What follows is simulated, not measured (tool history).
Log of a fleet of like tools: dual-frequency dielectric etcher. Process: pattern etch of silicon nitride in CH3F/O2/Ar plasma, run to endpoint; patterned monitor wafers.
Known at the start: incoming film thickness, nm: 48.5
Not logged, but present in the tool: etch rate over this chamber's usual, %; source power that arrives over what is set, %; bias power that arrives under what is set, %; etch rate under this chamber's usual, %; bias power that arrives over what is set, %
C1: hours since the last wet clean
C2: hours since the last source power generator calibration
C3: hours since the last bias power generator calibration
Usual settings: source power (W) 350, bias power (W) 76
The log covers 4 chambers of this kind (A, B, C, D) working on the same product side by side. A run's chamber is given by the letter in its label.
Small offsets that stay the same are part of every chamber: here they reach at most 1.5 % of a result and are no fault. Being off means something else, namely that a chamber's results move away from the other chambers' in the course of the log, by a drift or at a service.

Run 1A, day 0.279: usual settings; C1 233.8; C2 235.8; C3 204.8. Result: endpoint time (s) 71.971.
At day 0.55: chamber C: wet clean of the chamber.
Run 2B, day 0.688: usual settings; C1 115.3; C2 1123.7; C3 2068.9. Result: endpoint time (s) 72.732.
Run 3D, day 0.988: usual settings; C1 349.1; C2 1610.4; C3 2192.1. Result: endpoint time (s) 72.514.
Run 4C, day 1.371: usual settings; C1 19.7; C2 343.8; C3 1028.9. Result: endpoint time (s) 72.138.
Run 5C, day 1.779: usual settings; C1 29.5; C2 353.6; C3 1038.7. Result: endpoint time (s) 72.425.
Run 6D, day 2.038: usual settings but source power (W) 420; C1 374.3; C2 1635.6; C3 2217.3. Result: endpoint time (s) 67.558.
Run 7B, day 2.388: usual settings but source power (W) 420; C1 156.1; C2 1164.5; C3 2109.7. Result: endpoint time (s) 67.704.
Run 8A, day 2.742: usual settings but source power (W) 420; C1 292.9; C2 294.9; C3 263.9. Result: endpoint time (s) 67.071.
Run 9D, day 2.975: usual settings but source power (W) 420; C1 396.8; C2 1658.1; C3 2239.8. Result: endpoint time (s) 67.574.
Run 10C, day 3.292: usual settings; C1 65.8; C2 389.9; C3 1075. Result: endpoint time (s) 72.553.
Run 11A, day 3.662: usual settings; C1 315; C2 317; C3 286. Result: endpoint time (s) 71.821.
Run 12B, day 4.075: usual settings; C1 196.6; C2 1205; C3 2150.2. Result: endpoint time (s) 73.556.
Run 13D, day 4.35: usual settings; C1 429.8; C2 1691.1; C3 2272.8. Result: endpoint time (s) 72.22.
At day 4.65: chamber D: wet clean of the chamber.
Run 14C, day 4.729: usual settings but source power (W) 430, bias power (W) 59; C1 100.3; C2 424.4; C3 1109.5. Result: endpoint time (s) 73.27.
Run 15B, day 5.054: usual settings but source power (W) 430, bias power (W) 59; C1 220.1; C2 1228.5; C3 2173.7. Result: endpoint time (s) 74.293.
Run 16A, day 5.429: usual settings but source power (W) 430, bias power (W) 59; C1 357.4; C2 359.4; C3 328.4. Result: endpoint time (s) 72.008.
At day 5.446: chamber A: wet clean of the chamber.
Run 17C, day 5.679: usual settings but source power (W) 430, bias power (W) 59; C1 123.1; C2 447.2; C3 1132.3. Result: endpoint time (s) 72.875.
Run 18B, day 5.979: usual settings; C1 242.3; C2 1250.7; C3 2195.9. Result: endpoint time (s) 74.442.
Run 19D, day 6.367: usual settings; C1 41.3; C2 1739.5; C3 2321.2. Result: endpoint time (s) 72.38.
Run 20A, day 6.692: usual settings; C1 29.9; C2 389.7; C3 358.7. Result: endpoint time (s) 71.461.
Run 21B, day 7.104: usual settings; C1 269.3; C2 1277.7; C3 2222.9. Result: endpoint time (s) 73.897.
Run 22A, day 7.475: usual settings; C1 48.7; C2 408.5; C3 377.5. Result: endpoint time (s) 71.673.
Run 23D, day 7.75: usual settings but source power (W) 420, bias power (W) 91; C1 74.5; C2 1772.7; C3 2354.4. Result: endpoint time (s) 63.416.
Run 24C, day 7.983: usual settings but source power (W) 420, bias power (W) 91; C1 178.4; C2 502.5; C3 1187.6. Result: endpoint time (s) 63.709.
Run 25D, day 8.225: usual settings but source power (W) 420, bias power (W) 91; C1 85.9; C2 1784.1; C3 2365.8. Result: endpoint time (s) 63.572.
Run 26A, day 8.433: usual settings but source power (W) 420, bias power (W) 91; C1 71.7; C2 431.5; C3 400.5. Result: endpoint time (s) 62.86.
Run 27C, day 8.729: usual settings; C1 196.3; C2 520.4; C3 1205.5. Result: endpoint time (s) 72.598.
Run 28B, day 9.1: usual settings; C1 317.2; C2 1325.6; C3 2270.8. Result: endpoint time (s) 75.141.
Run 29D, day 9.3: usual settings; C1 111.7; C2 1809.9; C3 2391.6. Result: endpoint time (s) 71.699.

Decide between three cases: one chamber stands off from its peers, the gauge reading all wafers drifts, or nothing is wrong past each chamber's small offset. Where a chamber is off, say which and what most likely put it there.

Little by little, chamber B moves away from the other chambers.
Cause: etch rate under this chamber's usual, % = 3.7.

Which of the 4 candidates below, each the usual settings with something changed and its results left as question marks, puts chamber B back in line with what the other chambers give on the usual settings?
Allowed miss from the other chambers' usual-settings mean, per result, to count as in line: endpoint time (s) 0.98
Run 30B-1, day 9.6: usual settings but source power (W) 340, bias power (W) 74. Result: endpoint time (s) ?.
Run 30B-2, day 9.6: usual settings but source power (W) 360, bias power (W) 78. Result: endpoint time (s) ?.
Run 30B-3, day 9.6: usual settings but source power (W) 370, bias power (W) 80. Result: endpoint time (s) ?.
Run 30B-4, day 9.6: usual settings but source power (W) 310. Result: endpoint time (s) ?.

The mean the other chambers reach with the usual settings: endpoint time (s) 72.159
  run  endpoint time (s)
30B-1             76.832
30B-2              73.78
30B-3             72.357
30B-4             78.848
It is 30B-3 that realigns the chamber with its peers.
